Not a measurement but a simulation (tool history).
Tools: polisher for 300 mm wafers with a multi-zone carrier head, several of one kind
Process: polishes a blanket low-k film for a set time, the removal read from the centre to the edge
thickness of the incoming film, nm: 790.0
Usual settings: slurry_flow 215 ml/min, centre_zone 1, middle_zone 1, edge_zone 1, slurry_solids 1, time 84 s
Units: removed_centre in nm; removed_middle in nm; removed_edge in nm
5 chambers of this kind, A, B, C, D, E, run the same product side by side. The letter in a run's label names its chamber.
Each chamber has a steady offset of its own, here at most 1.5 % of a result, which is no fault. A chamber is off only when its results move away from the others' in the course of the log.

Run 1A, hour 12.5: usual settings. Result: removed_centre 34.033 nm, removed_middle 33.682 nm, removed_edge 34.336 nm.
At hour 16.6: chamber B: edge zone pressure recalibrated.
Run 2C, hour 24.4: usual settings. Result: removed_centre 34.111 nm, removed_middle 33.426 nm, removed_edge 33.697 nm.
At hour 28.5: chamber E: worn pad replaced by a new one.
Run 3B, hour 32.3: usual settings. Result: removed_centre 33.967 nm, removed_middle 34.217 nm, removed_edge 33.398 nm.
At hour 35.8: chamber A: worn pad replaced by a new one.
Run 4D, hour 45.1: usual settings. Result: removed_centre 34.287 nm, removed_middle 33.58 nm, removed_edge 33.988 nm.
At hour 48.7: chamber E: centre zone pressure recalibrated.
Run 5E, hour 51.4: usual settings. Result: removed_centre 34.467 nm, removed_middle 33.153 nm, removed_edge 33.72 nm.
Run 6C, hour 60.6: usual settings. Result: removed_centre 33.786 nm, removed_middle 33.562 nm, removed_edge 34.142 nm.
At hour 63.3: chamber D: worn pad replaced by a new one.
At hour 64.9: chamber C: edge zone pressure recalibrated.
At hour 68.5: chamber B: worn pad replaced by a new one.
Run 7E, hour 69.5: usual settings. Result: removed_centre 34.075 nm, removed_middle 34.247 nm, removed_edge 33.548 nm.
Run 8D, hour 78: usual settings but slurry_flow 245 ml/min. Result: removed_centre 34.7 nm, removed_middle 34.82 nm, removed_edge 34.115 nm.
Run 9B, hour 86.9: usual settings but slurry_flow 245 ml/min. Result: removed_centre 34.101 nm, removed_middle 35.033 nm, removed_edge 35.349 nm.
Run 10A, hour 94: usual settings but slurry_flow 245 ml/min. Result: removed_centre 34.463 nm, removed_middle 34.476 nm, removed_edge 34.611 nm.
Run 11E, hour 102.2: usual settings but slurry_flow 245 ml/min. Result: removed_centre 34.859 nm, removed_middle 33.517 nm, removed_edge 33.953 nm.
At hour 103.3: chamber C: worn pad replaced by a new one.
At hour 106.7: chamber E: edge zone pressure recalibrated.
Run 12B, hour 112.8: usual settings but slurry_flow 245 ml/min. Result: removed_centre 34.333 nm, removed_middle 34.666 nm, removed_edge 34.833 nm.
At hour 114: chamber A: worn pad replaced by a new one.
Run 13A, hour 126: usual settings but time 58 s. Result: removed_centre 23.082 nm, removed_middle 23.646 nm, removed_edge 23.533 nm.
At hour 136.9: chamber E: worn pad replaced by a new one.
Run 14D, hour 139.5: usual settings but time 58 s. Result: removed_centre 23.455 nm, removed_middle 23.521 nm, removed_edge 23.183 nm.
Run 15C, hour 149.5: usual settings but time 58 s. Result: removed_centre 23.381 nm, removed_middle 23.9 nm, removed_edge 24.16 nm.
Run 16E, hour 159.2: usual settings but time 58 s. Result: removed_centre 23.501 nm, removed_middle 23.072 nm, removed_edge 23.533 nm.
Run 17B, hour 169: usual settings but time 58 s. Result: removed_centre 23.564 nm, removed_middle 23.437 nm, removed_edge 23.657 nm.
At hour 175.7: chamber D: slurry nozzle cleaned.
Run 18C, hour 180.9: usual settings. Result: removed_centre 33.913 nm, removed_middle 33.815 nm, removed_edge 34.508 nm.
At hour 182: chamber D: worn pad replaced by a new one.
Run 19A, hour 188.5: usual settings. Result: removed_centre 33.118 nm, removed_middle 33.117 nm, removed_edge 32.104 nm.
At hour 189.4: chamber E: slurry nozzle cleaned.
At hour 193.4: chamber A: edge zone pressure recalibrated.
Run 20D, hour 199.1: usual settings. Result: removed_centre 33.802 nm, removed_middle 33.421 nm, removed_edge 33.911 nm.
At hour 199.9: chamber B: worn pad replaced by a new one.
Run 21A, hour 207.2: usual settings. Result: removed_centre 33.034 nm, removed_middle 33.767 nm, removed_edge 32.986 nm.
Run 22C, hour 213.5: usual settings. Result: removed_centre 33.846 nm, removed_middle 34.177 nm, removed_edge 34.556 nm.
At hour 214.3: chamber A: worn pad replaced by a new one.
Run 23D, hour 224.4: usual settings but centre_zone 0.95. Result: removed_centre 31.825 nm, removed_middle 33.658 nm, removed_edge 34.001 nm.
At hour 225.1: chamber E: worn pad replaced by a new one.
Run 24E, hour 235.6: usual settings but centre_zone 0.95. Result: removed_centre 31.924 nm, removed_middle 33.88 nm, removed_edge 33.524 nm.
At hour 238.4: chamber C: worn pad replaced by a new one.
Run 25B, hour 246: usual settings but centre_zone 0.95. Result: removed_centre 31.962 nm, removed_middle 33.318 nm, removed_edge 33.834 nm.
Run 26E, hour 252.5: usual settings but centre_zone 0.95. Result: removed_centre 32.756 nm, removed_middle 33.67 nm, removed_edge 33.672 nm.
Run 27C, hour 260.4: usual settings but centre_zone 0.95. Result: removed_centre 32.311 nm, removed_middle 33.962 nm, removed_edge 33.386 nm.
Run 28A, hour 272.9: usual settings. Result: removed_centre 32.181 nm, removed_middle 32.281 nm, removed_edge 33.61 nm.
Run 29D, hour 285.9: usual settings. Result: removed_centre 33.773 nm, removed_middle 33.564 nm, removed_edge 32.855 nm.
Run 30B, hour 292.2: usual settings. Result: removed_centre 33.89 nm, removed_middle 33.372 nm, removed_edge 34.356 nm.
At hour 293.9: chamber D: worn pad replaced by a new one.
At hour 295.4: chamber B: slurry nozzle cleaned.
Run 31A, hour 305.8: usual settings. Result: removed_centre 31.815 nm, removed_middle 31.729 nm, removed_edge 32.695 nm.
At hour 308.5: chamber E: worn pad replaced by a new one.
Run 32C, hour 316.4: usual settings. Result: removed_centre 34.129 nm, removed_middle 34.625 nm, removed_edge 34.315 nm.
Run 33B, hour 324.6: usual settings but centre_zone 0.95, middle_zone 1.05. Result: removed_centre 31.703 nm, removed_middle 35.472 nm, removed_edge 33.957 nm.
Run 34D, hour 333.5: usual settings but centre_zone 0.95, middle_zone 1.05. Result: removed_centre 32.163 nm, removed_middle 35.342 nm, removed_edge 33.658 nm.
Run 35E, hour 339.8: usual settings but centre_zone 0.95, middle_zone 1.05. Result: removed_centre 32.147 nm, removed_middle 35.27 nm, removed_edge 33.96 nm.
Run 36D, hour 347.4: usual settings but centre_zone 0.95, middle_zone 1.05. Result: removed_centre 31.657 nm, removed_middle 35.056 nm, removed_edge 33.283 nm.
Run 37C, hour 360.1: usual settings but centre_zone 0.95, middle_zone 1.05. Result: removed_centre 32.169 nm, removed_middle 34.841 nm, removed_edge 34.033 nm.

Is one chamber off against the others, does the gauge drift, or is nothing wrong? If a chamber is off, say which, and what the likeliest cause is.

Chamber A drifts away from the others.
Cause: slurry flow missing at the pad, % = 37.7.

Here are 4 candidates for chamber A's next run, each the usual settings with a change, their results left as question marks. Which one brings its results back in line with what the others give on the usual settings?
In line means no further than this from the other chambers' mean on the usual settings: removed_centre 0.9 nm; removed_middle 1.4 nm; removed_edge 1.7 nm
Run 38A-1, hour 370: usual settings but slurry_flow 210 ml/min, centre_zone 0.98, middle_zone 0.99, edge_zone 1.01, time 79 s. Result: removed_centre ?, removed_middle ?, removed_edge ?.
Run 38A-2, hour 370: usual settings but slurry_flow 220 ml/min, centre_zone 1.02, middle_zone 1.01, edge_zone 0.99, time 89 s. Result: removed_centre ?, removed_middle ?, removed_edge ?.
Run 38A-3, hour 370: usual settings but centre_zone 0.99, time 82 s. Result: removed_centre ?, removed_middle ?, removed_edge ?.
Run 38A-4, hour 370: usual settings but centre_zone 1.01, time 86 s. Result: removed_centre ?, removed_middle ?, removed_edge ?.

The other chambers' mean on the usual settings: removed_centre 33.932 nm; removed_middle 33.868 nm; removed_edge 34.009 nm
  run  removed_centre  removed_middle  removed_edge
38A-1          28.261          28.682         30.02
38A-2           33.65          33.242        33.694
38A-3          29.838          30.203        31.105
38A-4          31.988          31.673        32.622
38A-2 brings the chamber back in line.
